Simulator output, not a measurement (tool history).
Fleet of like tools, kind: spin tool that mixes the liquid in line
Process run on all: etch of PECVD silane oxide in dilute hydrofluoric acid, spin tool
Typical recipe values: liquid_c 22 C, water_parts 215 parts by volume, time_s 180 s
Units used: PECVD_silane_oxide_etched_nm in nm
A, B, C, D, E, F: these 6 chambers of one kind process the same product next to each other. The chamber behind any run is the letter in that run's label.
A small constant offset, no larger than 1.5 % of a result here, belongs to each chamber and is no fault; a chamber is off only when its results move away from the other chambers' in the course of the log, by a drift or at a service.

run     day  liquid_c  water_parts  time_s  hours since the thermometer was replaced  hours since the hydrofluoric acid flow meter was replaced  read-back film thickness of the PECVD silane oxide reference wafer, read on the same gauge (nm)  PECVD_silane_oxide_etched_nm
 1B   0.229        22          215     180                                     961.6                                                      356.0                                                                                           50.007                       15.7970
 2A   0.417        22          215     180                                      59.4                                                      134.1                                                                                           49.951                       15.8480
 3D   0.725        22          215     180                                     490.8                                                     1687.5                                                                                           49.962                       15.7080
 4C   1.038        22          215     180                                    1164.0                                                      367.8                                                                                           49.995                       16.4840
 5E   1.217        22          215     180                                      55.1                                                      728.8                                                                                           50.015                       16.3390
 6F   1.500        22          215     180                                    1235.4                                                      305.1                                                                                           49.989                       16.6150
 7E   1.771        22          215     180                                      68.4                                                      742.1                                                                                           50.023                       16.4150
 8C   1.942        22          215     180                                    1185.7                                                      389.5                                                                                           50.021                       16.4160
 9D   2.254        22          215     180                                     527.5                                                     1724.2                                                                                           49.992                       16.0430
10B   2.425        22          215     180                                    1014.3                                                      408.7                                                                                           50.058                       16.1870
      2.604  -- chamber B: thermometer replaced
11F   2.783        22          215     180                                    1266.2                                                      335.9                                                                                           50.019                       16.3920
12A   2.992        22          215     180                                     121.2                                                      195.9                                                                                           50.004                       16.0350
13E   3.333        22          270     110                                     105.9                                                      779.6                                                                                           49.986                        7.4821
14C   3.604        22          270     110                                    1225.6                                                      429.4                                                                                           50.020                        7.4054
15D   3.833        22          270     110                                     565.4                                                     1762.1                                                                                           49.990                        7.4829
16A   4.058        22          270     110                                     146.8                                                      221.5                                                                                           49.969                        7.5165
17F   4.250        22          270     110                                    1301.4                                                      371.1                                                                                           49.982                        7.4916
18B   4.512        22          270     110                                      45.9                                                      458.8                                                                                           49.987                        7.6124
19A   4.692        22          215     180                                     162.0                                                      236.7                                                                                           49.976                       16.2670
20F   4.954        22          215     180                                    1318.3                                                      388.0                                                                                           50.042                       16.4230
21B   5.154        22          215     180                                      61.3                                                      474.2                                                                                           50.016                       16.0390
22C   5.517        22          215     180                                    1271.5                                                      475.3                                                                                           50.013                       16.0740
23E   5.808        22          215     145                                     165.3                                                      839.0                                                                                           49.960                       12.9990
24D   6.071        22          215     145                                     619.1                                                     1815.8                                                                                           50.042                       13.0890
25B   6.367        22          215     145                                      90.4                                                      503.3                                                                                           50.014                       12.9170
26A   6.592        22          215     145                                     207.6                                                      282.3                                                                                           50.019                       13.0400
27F   6.767        22          215     145                                    1361.8                                                      431.5                                                                                           49.978                       13.0590
28D   6.938        22          215     145                                     639.9                                                     1836.6                                                                                           50.034                       12.8080
29C   7.125        22          215     180                                    1310.1                                                      513.9                                                                                           50.057                       16.0430
30E   7.333        22          215     180                                     201.9                                                      875.6                                                                                           50.001                       16.3140
31D   7.646        22          215     180                                     656.9                                                     1853.6                                                                                           49.998                       15.8670
32E   7.892        22          215     180                                     215.3                                                      889.0                                                                                           49.985                       16.1470
33A   8.067        22          215     180                                     243.0                                                      317.7                                                                                           49.982                       16.0650
      8.154  -- chamber C: hydrofluoric acid flow meter replaced
34B   8.412        22          215     180                                     139.5                                                      552.4                                                                                           50.072                       15.9680
35F   8.567        22          215     180                                    1405.0                                                      474.7                                                                                           49.983                       16.3560
36C   8.779        22          260     215                                    1349.8                                                       15.1                                                                                           49.984                       15.1580
37C   8.975        22          260     215                                    1354.5                                                       19.8                                                                                           50.020                       15.2530
38D   9.279        22          260     215                                     696.1                                                     1892.8                                                                                           49.978                       15.2140
39B   9.550        22          260     215                                     166.8                                                      579.7                                                                                           49.991                       15.0000
40E   9.762        22          260     215                                     260.2                                                      933.9                                                                                           50.050                       15.3750
41F   9.933        22          260     215                                    1437.8                                                      507.5                                                                                           49.997                       15.5930
42A  10.275        22          215     180                                     296.0                                                      370.7                                                                                           50.019                       16.2400

Next, all 6 chambers run the settings below, one line each with question marks for the results. What does each chamber give?
43A  10.538        22          215     180                                                                                                                                                                                                                                   ?
43B  10.538        22          215     180                                                                                                                                                                                                                                   ?
43C  10.538        22          215     180                                                                                                                                                                                                                                   ?
43D  10.538        22          215     180                                                                                                                                                                                                                                   ?
43E  10.538        22          215     180                                                                                                                                                                                                                                   ?
43F  10.538        22          215     180                                                                                                                                                                                                                                   ?

run  PECVD_silane_oxide_etched_nm
43A                       16.2600
43B                       15.7940
43C                       16.2740
43D                       16.0890
43E                       16.2280
43F                       16.5260
